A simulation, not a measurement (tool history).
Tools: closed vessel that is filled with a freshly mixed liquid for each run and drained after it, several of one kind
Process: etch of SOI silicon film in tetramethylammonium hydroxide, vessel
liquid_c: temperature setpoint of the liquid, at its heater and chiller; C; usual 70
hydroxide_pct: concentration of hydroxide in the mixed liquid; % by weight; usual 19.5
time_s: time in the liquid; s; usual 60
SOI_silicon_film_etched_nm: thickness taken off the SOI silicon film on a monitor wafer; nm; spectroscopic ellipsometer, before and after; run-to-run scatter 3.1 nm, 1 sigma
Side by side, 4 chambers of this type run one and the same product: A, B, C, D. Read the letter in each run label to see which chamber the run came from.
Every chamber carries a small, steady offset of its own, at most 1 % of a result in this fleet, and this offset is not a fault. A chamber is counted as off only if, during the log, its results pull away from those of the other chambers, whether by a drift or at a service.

run	hour	liquid_c	hydroxide_pct	time_s	read-back film thickness of the SOI silicon film reference wafer, read on the same gauge (nm)	SOI_silicon_film_etched_nm
1D	4.8	70	19.5	60	50.003	316.75
2B	10.1	70	19.5	60	49.994	314.84
3A	19.5	70	19.5	60	49.993	316.73
4C	29.1	70	19.5	60	49.994	317.64
5D	35.6	70	19.5	60	49.989	315.99
6A	44.5	70	19.5	60	49.998	311.33
7B	50.4	70	19.5	60	50.013	310.96
8C	55.4	70	19.5	60	49.994	312.48
9C	61.1	70	19.5	60	49.995	313.15
10D	67.8	70	19.5	60	49.986	308.85
11A	73	70	19.5	60	49.992	318.27
12B	81.8	70	19.5	60	50	311.03
13C	89	70	19.5	60	49.996	312.58
14A	96.1	70	19.5	60	49.997	313.69
15D	104.7	70	15	60	50.031	351.58
16B	114.6	70	15	60	49.98	340.39
17C	123.6	70	15	60	50.005	354.16
# hour 125.9: chamber C: hydroxide flow meter replaced
18A	129.4	70	15	60	49.991	362.7
19D	134.8	70	19.5	60	49.981	316.38
20B	140.5	70	19.5	60	50.002	308.47
21C	146	70	19.5	60	50.001	308.97
22A	152.6	70	19.5	60	50.013	320.47
23D	157.1	70	19.5	60	50.029	313.79
24B	161.8	70	19.5	60	50.001	305.17
25B	169.8	70	19.5	60	50	307.6
26D	177.2	70	19.5	60	50.009	311.82
27C	184.1	70	19.5	60	49.97	313.65
28A	192.5	70	19.5	60	49.988	333.11
29C	201.1	70	19.5	60	49.993	306.23
30B	206.8	70	19.5	60	49.996	308.01
31A	214.7	70	19.5	60	49.997	331.3
32D	221.5	70	19.5	60	49.995	313.65
33A	227	70	19.5	60	49.994	327.73
34D	233.8	70	19.5	60	50.004	311.83

Predict what each chamber gives when all 4 of them run the settings below next.
35A	241.2	70	19.5	60		?
35B	241.2	70	19.5	60		?
35C	241.2	70	19.5	60		?
35D	241.2	70	19.5	60		?

run	SOI_silicon_film_etched_nm
35A	333.92
35B	312.43
35C	310.33
35D	313.37

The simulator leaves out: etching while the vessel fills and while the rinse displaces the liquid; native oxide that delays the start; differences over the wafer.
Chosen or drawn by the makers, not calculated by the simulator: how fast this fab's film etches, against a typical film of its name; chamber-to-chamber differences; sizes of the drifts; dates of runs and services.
